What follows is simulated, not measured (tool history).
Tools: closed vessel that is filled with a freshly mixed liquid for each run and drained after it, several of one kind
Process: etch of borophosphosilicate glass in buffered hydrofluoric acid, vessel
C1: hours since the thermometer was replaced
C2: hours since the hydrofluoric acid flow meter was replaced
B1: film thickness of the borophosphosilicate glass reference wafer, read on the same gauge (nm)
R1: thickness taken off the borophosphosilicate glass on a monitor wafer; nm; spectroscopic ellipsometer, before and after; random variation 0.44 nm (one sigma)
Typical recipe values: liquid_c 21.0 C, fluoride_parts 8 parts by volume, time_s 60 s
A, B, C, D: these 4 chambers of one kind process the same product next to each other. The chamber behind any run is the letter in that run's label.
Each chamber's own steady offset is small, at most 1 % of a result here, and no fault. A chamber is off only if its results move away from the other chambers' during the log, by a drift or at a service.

Run 1A, hour 3.7: usual settings; C1 2277.3; C2 1898.1; B1 39.987. Result: R1 94.352 nm.
Run 2B, hour 8.2: usual settings; C1 263.5; C2 898.6; B1 40.019. Result: R1 94.311 nm.
Run 3D, hour 12.6: usual settings; C1 1709.7; C2 281.9; B1 40.008. Result: R1 95.840 nm.
Run 4C, hour 15.4: usual settings; C1 1350.7; C2 721.0; B1 39.980. Result: R1 94.397 nm.
Run 5B, hour 17.9: usual settings but time_s 75 s; C1 273.2; C2 908.3; B1 39.973. Result: R1 118.670 nm.
Run 6C, hour 22.3: usual settings but time_s 75 s; C1 1357.6; C2 727.9; B1 40.035. Result: R1 118.500 nm.
Run 7D, hour 25.1: usual settings but time_s 75 s; C1 1722.2; C2 294.4; B1 40.019. Result: R1 119.380 nm.
Run 8A, hour 28.0: usual settings but time_s 75 s; C1 2301.6; C2 1922.4; B1 39.993. Result: R1 118.150 nm.
Run 9B, hour 31.1: usual settings; C1 286.4; C2 921.5; B1 40.004. Result: R1 93.956 nm.
Run 10D, hour 34.4: usual settings; C1 1731.5; C2 303.7; B1 39.980. Result: R1 95.170 nm.
Run 11A, hour 36.7: usual settings; C1 2310.3; C2 1931.1; B1 39.994. Result: R1 93.829 nm.
Run 12C, hour 40.1: usual settings; C1 1375.4; C2 745.7; B1 39.995. Result: R1 95.053 nm.
Run 13A, hour 43.7: usual settings; C1 2317.3; C2 1938.1; B1 40.024. Result: R1 95.212 nm.
At hour 45.2: chamber A: thermometer replaced.
Run 14C, hour 46.6: usual settings; C1 1381.9; C2 752.2; B1 40.006. Result: R1 93.729 nm.
Run 15D, hour 50.2: usual settings; C1 1747.3; C2 319.5; B1 39.979. Result: R1 95.851 nm.
Run 16B, hour 52.5: usual settings; C1 307.8; C2 942.9; B1 39.968. Result: R1 95.029 nm.
Run 17B, hour 56.0: usual settings; C1 311.3; C2 946.4; B1 40.007. Result: R1 95.227 nm.
Run 18D, hour 60.8: usual settings; C1 1757.9; C2 330.1; B1 39.991. Result: R1 94.835 nm.
Run 19C, hour 65.3: usual settings; C1 1400.6; C2 770.9; B1 40.005. Result: R1 94.845 nm.
Run 20A, hour 69.1: usual settings but liquid_c 23.5 C, fluoride_parts 11 parts by volume; C1 24.0; C2 1963.5; B1 39.983. Result: R1 81.228 nm.
Run 21A, hour 72.7: usual settings but liquid_c 23.5 C, fluoride_parts 11 parts by volume; C1 27.6; C2 1967.1; B1 39.996. Result: R1 80.891 nm.
Run 22D, hour 77.1: usual settings but liquid_c 23.5 C, fluoride_parts 11 parts by volume; C1 1774.2; C2 346.4; B1 40.010. Result: R1 81.258 nm.
At hour 80.2: chamber B: hydrofluoric acid flow meter replaced.
Run 23B, hour 81.0: usual settings but liquid_c 23.5 C, fluoride_parts 11 parts by volume; C1 336.3; C2 0.8; B1 39.964. Result: R1 81.073 nm.
Run 24C, hour 83.2: usual settings; C1 1418.5; C2 788.8; B1 39.996. Result: R1 93.798 nm.
Run 25C, hour 87.6: usual settings; C1 1422.9; C2 793.2; B1 39.988. Result: R1 94.170 nm.
Run 26B, hour 89.8: usual settings; C1 345.1; C2 9.6; B1 39.996. Result: R1 95.221 nm.
Run 27A, hour 91.9: usual settings; C1 46.8; C2 1986.3; B1 40.012. Result: R1 95.211 nm.
Run 28D, hour 94.4: usual settings but fluoride_parts 6 parts by volume, time_s 35 s; C1 1791.5; C2 363.7; B1 40.010. Result: R1 74.549 nm.
Run 29C, hour 97.1: usual settings but fluoride_parts 6 parts by volume, time_s 35 s; C1 1432.4; C2 802.7; B1 40.012. Result: R1 73.503 nm.
Run 30D, hour 100.0: usual settings but fluoride_parts 6 parts by volume, time_s 35 s; C1 1797.1; C2 369.3; B1 39.999. Result: R1 74.474 nm.
At hour 102.5: chamber A: hydrofluoric acid flow meter replaced.
Run 31A, hour 104.0: usual settings but fluoride_parts 6 parts by volume, time_s 35 s; C1 58.9; C2 1.5; B1 39.985. Result: R1 72.433 nm.
Run 32B, hour 107.2: usual settings; C1 362.5; C2 27.0; B1 39.994. Result: R1 94.332 nm.
Run 33C, hour 109.5: usual settings; C1 1444.8; C2 815.1; B1 40.008. Result: R1 94.931 nm.
Run 34B, hour 112.1: usual settings; C1 367.4; C2 31.9; B1 40.006. Result: R1 94.460 nm.
Run 35A, hour 116.7: usual settings; C1 71.6; C2 14.2; B1 40.014. Result: R1 95.295 nm.
Run 36D, hour 120.8: usual settings; C1 1817.9; C2 390.1; B1 40.016. Result: R1 95.075 nm.
Run 37B, hour 125.0: usual settings but liquid_c 24.0 C, time_s 75 s; C1 380.3; C2 44.8; B1 39.994. Result: R1 139.620 nm.
Run 38C, hour 128.6: usual settings but liquid_c 24.0 C, time_s 75 s; C1 1463.9; C2 834.2; B1 40.008. Result: R1 139.820 nm.
Run 39A, hour 132.8: usual settings but liquid_c 24.0 C, time_s 75 s; C1 87.7; C2 30.3; B1 39.985. Result: R1 139.810 nm.
Run 40D, hour 136.9: usual settings but liquid_c 24.0 C, time_s 75 s; C1 1834.0; C2 406.2; B1 40.029. Result: R1 141.080 nm.
Run 41C, hour 140.3: usual settings but time_s 90 s; C1 1475.6; C2 845.9; B1 40.014. Result: R1 141.700 nm.
Run 42D, hour 142.6: usual settings but time_s 90 s; C1 1839.7; C2 411.9; B1 40.004. Result: R1 142.530 nm.

The same settings go to every chamber for the next run, one line per chamber below. Forecast the results for each:
Run 43A, hour 146.1: usual settings. Result: R1 ?.
Run 43B, hour 146.1: usual settings. Result: R1 ?.
Run 43C, hour 146.1: usual settings. Result: R1 ?.
Run 43D, hour 146.1: usual settings. Result: R1 ?.

run      R1
43A  94.239
43B  94.462
43C  94.628
43D  94.872
